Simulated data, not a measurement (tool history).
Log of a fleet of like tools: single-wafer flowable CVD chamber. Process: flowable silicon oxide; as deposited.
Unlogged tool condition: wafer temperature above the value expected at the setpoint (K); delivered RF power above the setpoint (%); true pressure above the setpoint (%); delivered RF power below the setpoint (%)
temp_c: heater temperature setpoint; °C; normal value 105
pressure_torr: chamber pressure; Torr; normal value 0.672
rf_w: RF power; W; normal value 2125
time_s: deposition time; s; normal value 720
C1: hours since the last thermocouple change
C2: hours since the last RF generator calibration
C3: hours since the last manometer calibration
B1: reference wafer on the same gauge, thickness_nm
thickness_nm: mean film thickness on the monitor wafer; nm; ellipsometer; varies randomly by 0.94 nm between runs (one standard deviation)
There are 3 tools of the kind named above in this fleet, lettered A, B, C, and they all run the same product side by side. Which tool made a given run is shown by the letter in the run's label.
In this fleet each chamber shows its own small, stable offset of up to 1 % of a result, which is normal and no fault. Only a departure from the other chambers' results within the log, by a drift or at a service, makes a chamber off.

{"run": "1C", "hour": 6.7, "temp_c": 105, "pressure_torr": 0.672, "rf_w": 2125, "time_s": 720, "C1": 87.5, "C2": 1013.8, "C3": 1481.5, "B1": 310.92, "thickness_nm": 296.98}
{"run": "2A", "hour": 20.1, "temp_c": 105, "pressure_torr": 0.672, "rf_w": 2125, "time_s": 720, "C1": 588.4, "C2": 346.3, "C3": 436.0, "B1": 310.86, "thickness_nm": 296.73}
{"run": "3B", "hour": 30.9, "temp_c": 105, "pressure_torr": 0.672, "rf_w": 2125, "time_s": 720, "C1": 1641.5, "C2": 353.4, "C3": 1698.0, "B1": 311.07, "thickness_nm": 294.31}
{"run": "4B", "hour": 39.9, "temp_c": 105, "pressure_torr": 0.672, "rf_w": 2125, "time_s": 720, "C1": 1650.5, "C2": 362.4, "C3": 1707.0, "B1": 310.74, "thickness_nm": 294.04}
{"hour": 45.7, "done": "chamber C: RF generator calibrated"}
{"run": "5C", "hour": 52.4, "temp_c": 105, "pressure_torr": 0.764, "rf_w": 2125, "time_s": 795, "C1": 133.2, "C2": 6.8, "C3": 1527.2, "B1": 310.89, "thickness_nm": 388.42}
{"run": "6A", "hour": 65.8, "temp_c": 105, "pressure_torr": 0.764, "rf_w": 2125, "time_s": 795, "C1": 634.1, "C2": 392.0, "C3": 481.7, "B1": 310.99, "thickness_nm": 392.29}
{"run": "7B", "hour": 73.4, "temp_c": 105, "pressure_torr": 0.764, "rf_w": 2125, "time_s": 795, "C1": 1684.0, "C2": 395.9, "C3": 1740.5, "B1": 310.86, "thickness_nm": 388.63}
{"run": "8A", "hour": 82.4, "temp_c": 105, "pressure_torr": 0.672, "rf_w": 2125, "time_s": 720, "C1": 650.7, "C2": 408.6, "C3": 498.3, "B1": 310.9, "thickness_nm": 298.56}
{"run": "9C", "hour": 90.6, "temp_c": 105, "pressure_torr": 0.672, "rf_w": 2125, "time_s": 720, "C1": 171.4, "C2": 45.0, "C3": 1565.4, "B1": 311.08, "thickness_nm": 299.19}
{"run": "10C", "hour": 104.2, "temp_c": 105, "pressure_torr": 0.672, "rf_w": 2125, "time_s": 720, "C1": 185.0, "C2": 58.6, "C3": 1579.0, "B1": 311.01, "thickness_nm": 299.47}
{"run": "11A", "hour": 115.8, "temp_c": 105, "pressure_torr": 0.672, "rf_w": 2125, "time_s": 720, "C1": 684.1, "C2": 442.0, "C3": 531.7, "B1": 311.05, "thickness_nm": 297.15}
{"run": "12B", "hour": 126.6, "temp_c": 105, "pressure_torr": 0.672, "rf_w": 2125, "time_s": 720, "C1": 1737.2, "C2": 449.1, "C3": 1793.7, "B1": 311.15, "thickness_nm": 293.75}
{"run": "13C", "hour": 138.3, "temp_c": 105, "pressure_torr": 0.672, "rf_w": 1730, "time_s": 720, "C1": 219.1, "C2": 92.7, "C3": 1613.1, "B1": 311.15, "thickness_nm": 285.65}
{"run": "14B", "hour": 148.4, "temp_c": 105, "pressure_torr": 0.672, "rf_w": 1730, "time_s": 720, "C1": 1759.0, "C2": 470.9, "C3": 1815.5, "B1": 310.83, "thickness_nm": 279.17}
{"run": "15A", "hour": 159.1, "temp_c": 105, "pressure_torr": 0.672, "rf_w": 1730, "time_s": 720, "C1": 727.4, "C2": 485.3, "C3": 575.0, "B1": 311.0, "thickness_nm": 283.74}
{"run": "16A", "hour": 169.7, "temp_c": 105, "pressure_torr": 0.672, "rf_w": 2125, "time_s": 720, "C1": 738.0, "C2": 495.9, "C3": 585.6, "B1": 310.96, "thickness_nm": 298.44}
{"run": "17C", "hour": 182.0, "temp_c": 105, "pressure_torr": 0.672, "rf_w": 2125, "time_s": 720, "C1": 262.8, "C2": 136.4, "C3": 1656.8, "B1": 310.93, "thickness_nm": 302.8}
{"run": "18B", "hour": 191.2, "temp_c": 105, "pressure_torr": 0.672, "rf_w": 1745, "time_s": 720, "C1": 1801.8, "C2": 513.7, "C3": 1858.3, "B1": 310.95, "thickness_nm": 281.21}
{"run": "19C", "hour": 198.8, "temp_c": 105, "pressure_torr": 0.672, "rf_w": 1745, "time_s": 720, "C1": 279.6, "C2": 153.2, "C3": 1673.6, "B1": 311.07, "thickness_nm": 288.67}
{"run": "20B", "hour": 207.0, "temp_c": 105, "pressure_torr": 0.672, "rf_w": 1745, "time_s": 720, "C1": 1817.6, "C2": 529.5, "C3": 1874.1, "B1": 310.94, "thickness_nm": 283.08}
{"run": "21A", "hour": 217.4, "temp_c": 105, "pressure_torr": 0.672, "rf_w": 2125, "time_s": 720, "C1": 785.7, "C2": 543.6, "C3": 633.3, "B1": 310.96, "thickness_nm": 297.15}
{"run": "22A", "hour": 223.9, "temp_c": 105, "pressure_torr": 0.672, "rf_w": 2125, "time_s": 720, "C1": 792.2, "C2": 550.1, "C3": 639.8, "B1": 311.3, "thickness_nm": 296.18}
{"run": "23C", "hour": 232.0, "temp_c": 105, "pressure_torr": 0.672, "rf_w": 2125, "time_s": 720, "C1": 312.8, "C2": 186.4, "C3": 1706.8, "B1": 310.63, "thickness_nm": 304.31}
{"run": "24B", "hour": 242.0, "temp_c": 100, "pressure_torr": 0.672, "rf_w": 2125, "time_s": 588, "C1": 1852.6, "C2": 564.5, "C3": 1909.1, "B1": 311.06, "thickness_nm": 286.2}
{"run": "25A", "hour": 254.7, "temp_c": 100, "pressure_torr": 0.672, "rf_w": 2125, "time_s": 588, "C1": 823.0, "C2": 580.9, "C3": 670.6, "B1": 311.18, "thickness_nm": 287.39}
{"run": "26B", "hour": 266.7, "temp_c": 100, "pressure_torr": 0.672, "rf_w": 2125, "time_s": 588, "C1": 1877.3, "C2": 589.2, "C3": 1933.8, "B1": 310.93, "thickness_nm": 284.35}
{"run": "27C", "hour": 279.9, "temp_c": 105, "pressure_torr": 0.672, "rf_w": 2125, "time_s": 720, "C1": 360.7, "C2": 234.3, "C3": 1754.7, "B1": 310.93, "thickness_nm": 305.37}
{"run": "28B", "hour": 286.1, "temp_c": 105, "pressure_torr": 0.672, "rf_w": 2125, "time_s": 720, "C1": 1896.7, "C2": 608.6, "C3": 1953.2, "B1": 311.2, "thickness_nm": 294.85}
{"run": "29C", "hour": 299.6, "temp_c": 105, "pressure_torr": 0.672, "rf_w": 2125, "time_s": 720, "C1": 380.4, "C2": 254.0, "C3": 1774.4, "B1": 310.94, "thickness_nm": 307.59}
{"run": "30A", "hour": 306.0, "temp_c": 105, "pressure_torr": 0.672, "rf_w": 2125, "time_s": 720, "C1": 874.3, "C2": 632.2, "C3": 721.9, "B1": 310.81, "thickness_nm": 298.92}
{"run": "31C", "hour": 313.1, "temp_c": 105, "pressure_torr": 0.672, "rf_w": 2125, "time_s": 720, "C1": 393.9, "C2": 267.5, "C3": 1787.9, "B1": 311.11, "thickness_nm": 307.19}
{"run": "32B", "hour": 323.9, "temp_c": 105, "pressure_torr": 0.672, "rf_w": 2125, "time_s": 720, "C1": 1934.5, "C2": 646.4, "C3": 1991.0, "B1": 310.98, "thickness_nm": 294.66}
{"run": "33A", "hour": 336.8, "temp_c": 97, "pressure_torr": 0.672, "rf_w": 2125, "time_s": 720, "C1": 905.1, "C2": 663.0, "C3": 752.7, "B1": 310.71, "thickness_nm": 389.5}

Is one chamber out of step, is the gauge drifting, or do the chambers differ by no more than their own small offsets? For an off chamber, give its letter and the likeliest cause.

Chamber C drifts away from the others.
Cause: true pressure above the setpoint (%) = 2.91.
The log may not tell that from: wafer temperature below the value expected at the setpoint (K).

Here are 4 candidates for chamber C's next run, each the usual settings with a change, their results left as question marks. Which one brings its results back in line with what the others give on the usual settings?
Maximum distance from the other chambers' mean on the usual settings for a result to count as in line: thickness_nm 3.30 nm
{"run": "34C-1", "hour": 346.8, "temp_c": 105, "pressure_torr": 0.672, "rf_w": 1530, "time_s": 720, "thickness_nm": "?"}
{"run": "34C-2", "hour": 346.8, "temp_c": 105, "pressure_torr": 0.713, "rf_w": 2135, "time_s": 720, "thickness_nm": "?"}
{"run": "34C-3", "hour": 346.8, "temp_c": 106, "pressure_torr": 0.668, "rf_w": 2125, "time_s": 718, "thickness_nm": "?"}
{"run": "34C-4", "hour": 346.8, "temp_c": 105, "pressure_torr": 0.672, "rf_w": 2125, "time_s": 749, "thickness_nm": "?"}

Mean of the other chambers on the usual settings: thickness_nm 296.22 nm
run=34C-1 thickness_nm=283.89
run=34C-2 thickness_nm=334.18
run=34C-3 thickness_nm=295.39
run=34C-4 thickness_nm=321.04
The answer is 34C-3, which returns the chamber to within the allowed miss of the others.

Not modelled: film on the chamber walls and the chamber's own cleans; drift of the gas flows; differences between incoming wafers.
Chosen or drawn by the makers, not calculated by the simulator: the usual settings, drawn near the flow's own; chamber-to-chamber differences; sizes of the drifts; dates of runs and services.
